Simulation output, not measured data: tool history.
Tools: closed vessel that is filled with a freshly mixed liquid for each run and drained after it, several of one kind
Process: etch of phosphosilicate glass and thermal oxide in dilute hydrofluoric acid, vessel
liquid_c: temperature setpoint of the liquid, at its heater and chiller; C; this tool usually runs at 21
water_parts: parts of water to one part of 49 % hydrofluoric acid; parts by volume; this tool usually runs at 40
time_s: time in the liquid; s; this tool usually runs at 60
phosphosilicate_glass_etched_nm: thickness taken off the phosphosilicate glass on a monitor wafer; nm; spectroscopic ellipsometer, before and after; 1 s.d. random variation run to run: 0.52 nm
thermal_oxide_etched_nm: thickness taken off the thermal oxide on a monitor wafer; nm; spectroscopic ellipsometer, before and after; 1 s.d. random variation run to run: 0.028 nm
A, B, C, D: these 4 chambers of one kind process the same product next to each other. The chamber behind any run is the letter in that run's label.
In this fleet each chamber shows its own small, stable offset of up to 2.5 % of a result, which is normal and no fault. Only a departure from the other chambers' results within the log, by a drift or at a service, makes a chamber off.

run,hour,liquid_c,water_parts,time_s,hours since the thermometer was replaced,hours since the hydrofluoric acid flow meter was replaced,"read-back film thickness of the phosphosilicate glass reference wafer, read on the same gauge (nm)","read-back film thickness of the thermal oxide reference wafer, read on the same gauge (nm)",phosphosilicate_glass_etched_nm,thermal_oxide_etched_nm
1B,4.1,21,40,60,167.7,563.9,120.01,150.00,106.800,6.3787
2A,9.4,21,40,60,838.6,239.2,119.97,149.98,108.750,6.4852
3C,13.5,21,40,60,1307.6,542.8,119.98,150.00,105.400,6.4069
4D,17.8,21,40,60,1207.0,1936.4,120.00,149.99,107.320,6.4039
5A,24.9,21,40,60,854.1,254.7,119.99,149.98,108.500,6.4568
6B,29.2,21,40,60,192.8,589.0,120.02,150.00,107.460,6.4684
7D,34.0,21,40,60,1223.2,1952.6,119.98,149.97,107.510,6.4806
8C,38.7,21,40,60,1332.8,568.0,120.01,150.01,105.390,6.3973
9C,42.7,21,40,40,1336.8,572.0,120.03,150.02,70.230,4.3050
# hour 44.7: chamber C: hydrofluoric acid flow meter replaced
10A,48.2,21,40,40,877.4,278.0,119.98,149.99,72.217,4.2905
11B,52.7,21,40,40,216.3,612.5,120.00,150.00,71.138,4.2499
# hour 55.1: chamber D: hydrofluoric acid flow meter replaced
12D,57.2,21,40,40,1246.4,2.1,120.03,150.01,71.553,4.2819
13C,61.4,21,40,60,1355.5,16.8,120.07,150.00,106.440,6.3864
14A,65.6,21,40,60,894.8,295.4,120.05,150.00,108.200,6.4248
15D,71.0,21,40,60,1260.2,15.9,120.03,150.01,106.860,6.4438
16B,78.7,21,40,60,242.3,638.5,120.03,149.99,105.580,6.4346
17C,85.8,21,40,60,1379.9,41.2,119.97,149.98,105.130,6.3410
18B,93.3,21,40,60,256.9,653.1,120.04,150.02,106.620,6.4377
19A,100.8,21,40,60,930.0,330.6,119.98,149.99,108.920,6.4063
20D,107.9,21,40,60,1297.1,52.8,120.03,150.01,106.720,6.4872
21A,111.3,21,40,60,940.5,341.1,119.98,150.01,108.940,6.4245
22C,118.5,21,40,60,1412.6,73.9,120.00,150.01,105.920,6.3785
23B,124.2,21,40,60,287.8,684.0,120.01,149.98,106.190,6.4157
24D,130.0,21,55,35,1319.2,74.9,120.01,150.00,44.999,2.7027
25B,137.7,21,55,35,301.3,697.5,119.99,150.01,43.931,2.6485
26D,145.0,21,55,35,1334.2,89.9,119.97,150.00,45.104,2.6981
27C,151.5,21,55,35,1445.6,106.9,120.00,150.00,44.542,2.6663
28A,155.4,21,40,60,984.6,385.2,120.06,149.99,108.400,6.4249
29D,161.4,21,40,60,1350.6,106.3,120.02,150.00,107.140,6.4486
30C,166.3,21,40,60,1460.4,121.7,120.00,149.98,105.880,6.3499
31A,170.5,21,40,60,999.7,400.3,119.95,150.01,109.560,6.4417
32B,174.1,21,40,60,337.7,733.9,119.98,149.99,107.380,6.3926
33B,181.8,21,40,60,345.4,741.6,120.02,150.01,107.320,6.4275
34C,188.5,21,40,60,1482.6,143.9,119.99,149.99,104.990,6.4130
35A,193.4,21,40,60,1022.6,423.2,120.05,149.97,108.340,6.4614
36D,198.2,21,40,60,1387.4,143.1,120.02,150.00,106.510,6.4738
37D,202.5,21,40,60,1391.7,147.4,119.93,150.01,106.880,6.4441
38A,205.9,21,40,60,1035.1,435.7,119.97,149.98,107.800,6.4577
39C,211.1,21,40,60,1505.2,166.5,119.99,150.01,106.190,6.4136
40B,217.7,21,40,60,381.3,777.5,119.98,150.01,106.830,6.4048
41B,223.8,21,40,60,387.4,783.6,120.04,150.01,106.010,6.4268
42C,229.9,21,40,60,1524.0,185.3,119.99,150.00,106.070,6.3566
43D,237.1,21,40,60,1426.3,182.0,119.99,150.00,107.110,6.4132

Predict what each chamber gives when all 4 of them run the settings below next.
44A,242.7,21,25,60,,,,,?,?
44B,242.7,21,25,60,,,,,?,?
44C,242.7,21,25,60,,,,,?,?
44D,242.7,21,25,60,,,,,?,?

run,phosphosilicate_glass_etched_nm,thermal_oxide_etched_nm
44A,179.360,10.5550
44B,174.650,10.5470
44C,173.200,10.3640
44D,173.580,10.4430

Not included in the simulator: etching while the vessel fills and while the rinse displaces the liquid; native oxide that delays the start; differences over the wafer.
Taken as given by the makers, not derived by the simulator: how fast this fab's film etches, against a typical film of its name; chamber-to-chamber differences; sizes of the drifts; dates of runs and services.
